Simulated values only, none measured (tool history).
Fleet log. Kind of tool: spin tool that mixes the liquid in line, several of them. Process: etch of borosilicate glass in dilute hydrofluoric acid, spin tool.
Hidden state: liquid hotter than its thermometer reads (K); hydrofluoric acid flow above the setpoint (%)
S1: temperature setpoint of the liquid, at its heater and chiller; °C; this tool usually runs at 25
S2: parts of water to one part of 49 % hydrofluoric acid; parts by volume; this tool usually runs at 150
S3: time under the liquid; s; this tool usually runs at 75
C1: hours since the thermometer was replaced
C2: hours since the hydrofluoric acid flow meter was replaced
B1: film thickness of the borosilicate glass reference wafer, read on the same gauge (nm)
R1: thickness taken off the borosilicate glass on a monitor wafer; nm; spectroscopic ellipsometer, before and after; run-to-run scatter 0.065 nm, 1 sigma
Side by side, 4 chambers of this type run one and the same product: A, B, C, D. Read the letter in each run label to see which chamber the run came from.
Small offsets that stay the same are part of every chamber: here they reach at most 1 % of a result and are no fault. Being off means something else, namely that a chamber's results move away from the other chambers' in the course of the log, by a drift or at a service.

run   hour    S1   S2  S3      C1      C2      B1      R1
 1A    8.6    25  150  75   929.3   363.2  29.992  14.064
 2D   18.5    25  150  75  1187.3   100.4  29.976  13.978
 3C   26.6    25  150  75  2080.8    1216  29.991  14.117
 4B   36.7    25  150  75  1083.6   387.8      30  14.263
 5A   44.6    25  150  75   965.3   399.2  30.032  14.078
 6D     52    25  150  75  1220.8   133.9  29.959  14.028
 7C   60.8    25  150  75    2115  1250.2  29.964  14.167
 8B   65.6    25  150  75  1112.5   416.7  29.939  14.281
 9C   70.6  27.5  150  45  2124.8    1260  29.999  9.2763
10A     78  27.5  150  45   998.7   432.6  30.029   9.274
11D   82.9  27.5  150  45  1251.7   164.8   29.98  9.2839
12B   93.2  27.5  150  45  1140.1   444.3  29.995  9.3587
13D  101.4    25  150  75  1270.2   183.3  29.994  14.051
14C  109.9    25  150  75  2164.1  1299.3  30.016  14.065
     111.7  -- chamber C: thermometer replaced
15A  120.1    25  125  40  1040.8   474.7  29.978  9.3096
16B  127.5    25  125  40  1174.4   478.6  30.001  9.5798
17B  137.5    25  125  40  1184.4   488.6  29.962  9.7085
18D  143.2    25  125  40    1312   225.1  29.999  9.2658
19A  149.1    25  150  75  1069.8   503.7  30.035  14.043
20C  156.4    25  150  75    44.8  1345.8   30.02  14.168
21D  161.9    25  150  75  1330.7   243.8  29.984  13.977
22A  171.1    25  150  90  1091.8   525.7  29.971  16.861
23B  178.6    25  150  90  1225.5   529.7  29.989  18.016
24C  183.9    25  150  90    72.3  1373.3  29.982  16.867

Next, all 4 chambers run the settings below, one line each with question marks for the results. What does each chamber give?
25A  191.4  28.5  150  75               ?
25B  191.4  28.5  150  75               ?
25C  191.4  28.5  150  75               ?
25D  191.4  28.5  150  75               ?

run      R1
25A  16.095
25B  17.197
25C  16.079
25D  15.983
